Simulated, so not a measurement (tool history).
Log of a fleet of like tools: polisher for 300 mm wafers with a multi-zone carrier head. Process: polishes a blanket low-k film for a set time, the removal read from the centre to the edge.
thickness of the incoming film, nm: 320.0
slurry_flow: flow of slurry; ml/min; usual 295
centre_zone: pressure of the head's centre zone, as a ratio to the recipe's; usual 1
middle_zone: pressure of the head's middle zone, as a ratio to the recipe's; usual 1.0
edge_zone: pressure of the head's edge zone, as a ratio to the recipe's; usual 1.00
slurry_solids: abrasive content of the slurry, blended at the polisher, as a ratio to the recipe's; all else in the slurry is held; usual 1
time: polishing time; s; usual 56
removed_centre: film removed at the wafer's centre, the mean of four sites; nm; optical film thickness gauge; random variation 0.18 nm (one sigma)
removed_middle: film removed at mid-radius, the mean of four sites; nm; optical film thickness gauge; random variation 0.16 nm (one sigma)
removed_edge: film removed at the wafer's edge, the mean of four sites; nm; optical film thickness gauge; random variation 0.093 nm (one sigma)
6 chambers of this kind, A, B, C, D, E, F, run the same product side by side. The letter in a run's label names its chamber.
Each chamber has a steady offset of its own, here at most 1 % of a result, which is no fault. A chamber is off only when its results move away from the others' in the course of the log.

run,hour,slurry_flow,centre_zone,middle_zone,edge_zone,slurry_solids,time,wafers polished on this pad,hours since the slurry nozzle was cleaned,hours since the centre zone pressure was calibrated,hours since the edge zone pressure was calibrated,removed_centre,removed_middle,removed_edge
1B,3.8,295,1,1.0,1.00,1,56,108,334.1,46.9,6.2,15.100,14.6520,14.669
# hour 7.1: chamber D: worn pad replaced by a new one
2E,7.3,295,1,1.0,1.00,1,56,319,298.7,944.9,851.2,14.926,14.8510,14.917
3F,14.4,295,1,1.0,1.00,1,56,560,258.0,835.2,297.5,14.610,14.7340,14.891
4C,18.4,295,1,1.0,1.00,1,56,1279,160.9,66.7,513.6,15.018,14.7510,14.727
5D,25.3,295,1,1.0,1.00,1,56,198,461.9,653.5,643.6,14.521,15.0180,15.007
6A,29.0,295,1,1.0,1.00,1,56,772,362.3,847.5,1008.2,14.791,14.8280,15.087
7A,33.6,295,1,1.0,1.00,1,56,822,366.9,852.1,1012.8,15.016,14.8520,14.996
8C,37.2,295,1,1.0,1.00,1,56,1484,179.7,85.5,532.4,14.843,14.8970,14.756
9B,41.8,295,1,1.0,1.00,1,56,521,372.1,84.9,44.2,14.759,14.6180,14.660
# hour 43.3: chamber C: worn pad replaced by a new one
10F,45.8,295,1,1.0,1.00,1,56,901,289.4,866.6,328.9,14.829,14.5470,14.954
11D,49.4,295,1,1.0,1.00,1,56,460,486.0,677.6,667.7,14.863,15.0620,14.709
# hour 55.0: chamber F: worn pad replaced by a new one
12E,55.7,295,1,1.0,1.08,1,56,845,347.1,993.3,899.6,14.793,15.0680,15.288
# hour 57.5: chamber B: slurry nozzle cleaned
13C,62.9,295,1,1.0,1.08,1,56,213,205.4,111.2,558.1,14.772,14.6670,15.355
# hour 63.1: chamber D: edge zone pressure recalibrated
14A,70.0,295,1,1.0,1.08,1,56,1218,403.3,888.5,1049.2,14.839,14.6930,15.509
15E,77.3,295,1,1.0,1.08,1,56,1080,368.7,1014.9,921.2,14.507,14.5830,15.266
# hour 79.4: chamber A: worn pad replaced by a new one
16F,81.5,295,1,1.0,1.08,1,56,288,325.1,902.3,364.6,14.653,14.8140,15.522
17B,88.2,295,1,1.0,1.08,1,56,1025,30.8,131.3,90.6,14.456,15.0530,15.507
# hour 94.6: chamber D: worn pad replaced by a new one
18D,94.8,295,1,1.0,1.00,1,56,2,531.4,723.0,31.8,14.822,15.3730,14.867
19D,102.3,295,1,1.0,1.00,1,56,84,538.9,730.5,39.3,14.563,15.0240,14.850
20B,106.8,295,1,1.0,1.00,1,56,1228,49.4,149.9,109.2,15.207,14.9510,14.599
21E,114.0,295,1,1.0,1.00,1,56,1478,405.4,1051.6,957.9,14.352,14.3770,14.325
22F,119.2,245,1,1.0,1.00,1,56,698,362.8,940.0,402.3,14.486,14.3610,14.819
23C,126.7,245,1,1.0,1.00,1,56,907,269.2,175.0,621.9,14.357,14.3370,14.529
24A,130.6,245,1,1.0,1.00,1,56,556,463.9,949.1,1109.8,14.518,14.5510,14.699
25A,135.1,245,1,1.0,1.00,1,56,605,468.4,953.6,1114.3,14.607,14.5730,14.652
26D,142.1,245,1,1.0,1.00,1,56,517,578.7,770.3,79.1,14.567,14.6660,14.645
# hour 146.9: chamber F: worn pad replaced by a new one
# hour 149.2: chamber B: worn pad replaced by a new one
27C,149.5,245,1,1.0,1.00,1,56,1155,292.0,197.8,644.7,14.563,14.3620,14.673
28E,155.4,295,1,1.0,1.00,1,56,1929,446.8,1093.0,999.3,14.214,14.1650,14.113
29F,160.4,295,1,1.0,1.00,1,56,147,404.0,981.2,443.5,14.410,14.4310,14.821
# hour 161.9: chamber A: edge zone pressure recalibrated
30B,165.1,295,1,1.0,1.00,1,56,173,107.7,208.2,167.5,14.827,14.7450,14.669
# hour 166.3: chamber D: slurry nozzle cleaned
31C,168.6,295,1,1.0,1.00,1,56,1362,311.1,216.9,663.8,14.909,14.7560,14.617
32E,173.7,295,1,1.0,1.00,1,56,2127,465.1,1111.3,1017.6,14.014,13.6350,14.288
# hour 177.9: chamber D: worn pad replaced by a new one
# hour 179.7: chamber A: slurry nozzle cleaned
33A,179.9,295,1,1.0,1.00,1,56,1092,0.3,998.4,18.1,14.917,15.0170,14.721
34B,187.2,295,1,1.0,1.00,1,56,413,129.8,230.3,189.6,14.969,14.8030,14.774
35D,191.9,295,1,0.9,1.00,1,41,152,25.6,820.1,128.9,10.925,9.9525,10.779
36F,197.9,295,1,0.9,1.00,1,41,555,441.5,1018.7,481.0,10.646,9.6953,10.922
37D,201.5,295,1,0.9,1.00,1,41,257,35.2,829.7,138.5,10.754,9.9892,10.787

Is one chamber off against the others, does the gauge drift, or is nothing wrong? If a chamber is off, say which, and what the likeliest cause is.

Chamber E drifts away from the others.
Cause: removal rate lost through wear of the pad, % = 7.13.
The log may not tell that from: slurry flow missing at the pad, %.

Here are 4 candidates for chamber E's next run, each the usual settings with a change, their results left as question marks. Which one brings its results back in line with what the others give on the usual settings?
In line means no further than this from the other chambers' mean on the usual settings: removed_centre 0.610 nm; removed_middle 0.5500 nm; removed_edge 0.320 nm
38E-1,207.2,295,1,1.00,1.00,1,54,,,,,?,?,?
38E-2,207.2,295,1,0.99,1.00,1,52,,,,,?,?,?
38E-3,207.2,295,1,1.01,1.00,1,60,,,,,?,?,?
38E-4,207.2,295,1,1.00,1.00,1,58,,,,,?,?,?

The other chambers' mean on the usual settings: removed_centre 14.839 nm; removed_middle 14.8150 nm; removed_edge 14.849 nm
run,removed_centre,removed_middle,removed_edge
38E-1,13.192,13.3650,13.370
38E-2,12.702,12.7520,12.877
38E-3,14.659,14.9870,14.854
38E-4,14.169,14.3550,14.361
38E-3 brings the chamber back in line.
